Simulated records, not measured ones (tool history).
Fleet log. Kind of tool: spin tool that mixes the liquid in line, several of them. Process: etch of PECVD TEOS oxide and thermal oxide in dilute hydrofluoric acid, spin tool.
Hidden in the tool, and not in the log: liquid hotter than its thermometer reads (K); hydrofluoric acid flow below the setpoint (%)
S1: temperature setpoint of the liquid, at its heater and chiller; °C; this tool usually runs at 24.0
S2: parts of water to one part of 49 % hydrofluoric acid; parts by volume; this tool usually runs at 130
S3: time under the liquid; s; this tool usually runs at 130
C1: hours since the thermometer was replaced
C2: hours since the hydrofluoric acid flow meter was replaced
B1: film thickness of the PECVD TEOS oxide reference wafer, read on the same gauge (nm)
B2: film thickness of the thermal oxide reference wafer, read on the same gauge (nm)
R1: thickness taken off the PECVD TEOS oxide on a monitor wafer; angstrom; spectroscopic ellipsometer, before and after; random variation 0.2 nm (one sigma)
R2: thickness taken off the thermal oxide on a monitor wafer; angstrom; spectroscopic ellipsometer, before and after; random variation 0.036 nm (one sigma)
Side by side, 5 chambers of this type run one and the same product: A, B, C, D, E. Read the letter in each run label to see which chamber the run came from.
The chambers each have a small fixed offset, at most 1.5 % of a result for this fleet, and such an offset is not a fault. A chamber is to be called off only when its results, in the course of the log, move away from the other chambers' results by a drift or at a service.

run 1E day=0.138 | S1=24.0 S2=130 S3=130 | C1=851.4 C2=545.9 | B1=80.031 B2=59.956 | R1=276.13 R2=47.362
run 2A day=0.458 | S1=24.0 S2=130 S3=130 | C1=423.6 C2=1818.6 | B1=79.961 B2=59.992 | R1=272.41 R2=47.683
run 3B day=0.771 | S1=24.0 S2=130 S3=130 | C1=163.0 C2=355.9 | B1=80.007 B2=60.003 | R1=273.40 R2=47.726
run 4C day=1.067 | S1=24.0 S2=130 S3=130 | C1=1011.5 C2=76.0 | B1=80.042 B2=60.031 | R1=279.04 R2=47.624
run 5D day=1.246 | S1=24.0 S2=130 S3=130 | C1=1667.4 C2=436.4 | B1=80.028 B2=60.049 | R1=270.66 R2=47.793
run 6C day=1.412 | S1=24.0 S2=130 S3=130 | C1=1019.8 C2=84.3 | B1=80.015 B2=60.022 | R1=273.92 R2=47.798
run 7A day=1.638 | S1=24.0 S2=130 S3=130 | C1=451.9 C2=1846.9 | B1=79.988 B2=60.006 | R1=272.74 R2=48.660
run 8D day=1.842 | S1=24.0 S2=130 S3=130 | C1=1681.7 C2=450.7 | B1=80.010 B2=60.025 | R1=274.14 R2=47.606
run 9E day=2.096 | S1=24.0 S2=130 S3=130 | C1=898.4 C2=592.9 | B1=80.013 B2=59.999 | R1=272.55 R2=47.573
run 10B day=2.267 | S1=24.0 S2=130 S3=130 | C1=198.9 C2=391.8 | B1=80.011 B2=59.961 | R1=273.38 R2=47.813
run 11C day=2.500 | S1=24.0 S2=130 S3=130 | C1=1045.9 C2=110.4 | B1=79.978 B2=60.039 | R1=274.07 R2=48.102
run 12B day=2.804 | S1=24.0 S2=130 S3=130 | C1=211.8 C2=404.7 | B1=79.989 B2=60.026 | R1=273.22 R2=47.904
run 13A day=3.046 | S1=24.0 S2=130 S3=130 | C1=485.7 C2=1880.7 | B1=80.015 B2=60.007 | R1=271.03 R2=48.721
run 14E day=3.221 | S1=26.5 S2=190 S3=130 | C1=925.4 C2=619.9 | B1=79.977 B2=60.048 | R1=187.56 R2=33.364
run 15D day=3.446 | S1=26.5 S2=190 S3=130 | C1=1720.2 C2=489.2 | B1=80.009 B2=60.002 | R1=195.01 R2=33.511
run 16D day=3.671 | S1=26.5 S2=190 S3=130 | C1=1725.6 C2=494.6 | B1=79.974 B2=60.036 | R1=192.23 R2=33.692
run 17E day=3.812 | S1=26.5 S2=190 S3=130 | C1=939.6 C2=634.1 | B1=79.992 B2=59.998 | R1=192.01 R2=33.047
run 18C day=3.988 | S1=26.5 S2=190 S3=130 | C1=1081.6 C2=146.1 | B1=80.016 B2=60.046 | R1=194.30 R2=33.573
-- day=4.004 chamber D: hydrofluoric acid flow meter replaced
run 19A day=4.154 | S1=24.0 S2=130 S3=130 | C1=512.3 C2=1907.3 | B1=80.010 B2=60.064 | R1=275.61 R2=48.431
run 20B day=4.300 | S1=24.0 S2=105 S3=75 | C1=247.7 C2=440.6 | B1=79.976 B2=59.970 | R1=201.22 R2=35.517
run 21C day=4.533 | S1=24.0 S2=105 S3=75 | C1=1094.7 C2=159.2 | B1=79.985 B2=59.978 | R1=204.09 R2=35.574
run 22B day=4.704 | S1=24.0 S2=105 S3=75 | C1=257.4 C2=450.3 | B1=80.022 B2=59.973 | R1=199.96 R2=35.791
run 23A day=4.875 | S1=24.0 S2=105 S3=75 | C1=529.6 C2=1924.6 | B1=80.010 B2=59.993 | R1=201.58 R2=35.848
-- day=5.088 chamber A: hydrofluoric acid flow meter replaced
run 24E day=5.104 | S1=24.0 S2=105 S3=75 | C1=970.6 C2=665.1 | B1=80.018 B2=60.038 | R1=198.93 R2=35.159
run 25D day=5.362 | S1=24.0 S2=130 S3=130 | C1=1766.2 C2=32.7 | B1=80.013 B2=60.021 | R1=276.21 R2=47.988
run 26A day=5.667 | S1=24.0 S2=130 S3=130 | C1=548.6 C2=14.0 | B1=79.997 B2=60.025 | R1=274.13 R2=48.000
run 27E day=5.975 | S1=20.0 S2=130 S3=130 | C1=991.5 C2=686.0 | B1=79.971 B2=60.032 | R1=232.50 R2=41.323
run 28C day=6.262 | S1=20.0 S2=130 S3=130 | C1=1136.2 C2=200.7 | B1=79.980 B2=59.962 | R1=232.92 R2=41.485
-- day=6.392 chamber C: thermometer replaced
run 29D day=6.442 | S1=20.0 S2=130 S3=130 | C1=1792.1 C2=58.6 | B1=80.007 B2=59.996 | R1=234.56 R2=41.414
run 30B day=6.721 | S1=20.0 S2=130 S3=130 | C1=305.8 C2=498.7 | B1=79.988 B2=59.968 | R1=233.75 R2=40.713
run 31C day=6.938 | S1=20.0 S2=130 S3=130 | C1=13.1 C2=216.9 | B1=79.982 B2=60.018 | R1=233.39 R2=41.194
run 32B day=7.175 | S1=24.0 S2=130 S3=130 | C1=316.7 C2=509.6 | B1=79.983 B2=59.938 | R1=276.02 R2=48.452
run 33A day=7.496 | S1=24.0 S2=130 S3=130 | C1=592.5 C2=57.9 | B1=80.004 B2=60.013 | R1=273.82 R2=48.399
run 34D day=7.750 | S1=22.5 S2=130 S3=160 | C1=1823.5 C2=90.0 | B1=79.993 B2=59.963 | R1=318.73 R2=55.833
run 35E day=7.946 | S1=22.5 S2=130 S3=160 | C1=1038.8 C2=733.3 | B1=79.976 B2=59.965 | R1=316.30 R2=55.306
run 36A day=8.183 | S1=22.5 S2=130 S3=160 | C1=609.0 C2=74.4 | B1=79.992 B2=60.000 | R1=318.60 R2=56.678
run 37E day=8.383 | S1=22.5 S2=130 S3=160 | C1=1049.3 C2=743.8 | B1=79.989 B2=60.004 | R1=316.67 R2=54.888
run 38B day=8.608 | S1=22.5 S2=130 S3=160 | C1=351.1 C2=544.0 | B1=80.009 B2=59.988 | R1=319.72 R2=55.930
run 39C day=8.792 | S1=24.0 S2=130 S3=130 | C1=57.6 C2=261.4 | B1=79.988 B2=59.923 | R1=271.40 R2=47.674
run 40D day=9.050 | S1=24.0 S2=130 S3=130 | C1=1854.7 C2=121.2 | B1=80.024 B2=60.017 | R1=274.18 R2=48.228
run 41D day=9.225 | S1=24.0 S2=130 S3=130 | C1=1858.9 C2=125.4 | B1=80.052 B2=60.015 | R1=275.78 R2=48.429
run 42B day=9.429 | S1=24.0 S2=130 S3=130 | C1=370.8 C2=563.7 | B1=80.042 B2=59.996 | R1=279.05 R2=48.763

Read the log: is a single chamber off, either drifting away or since a service, is the gauge that measures every chamber drifting, or is nothing wrong beyond small per-chamber offsets? Name any odd chamber and what most likely caused it.

The fleet is healthy, with each chamber sitting at its usual small offset and no drift in the gauge.
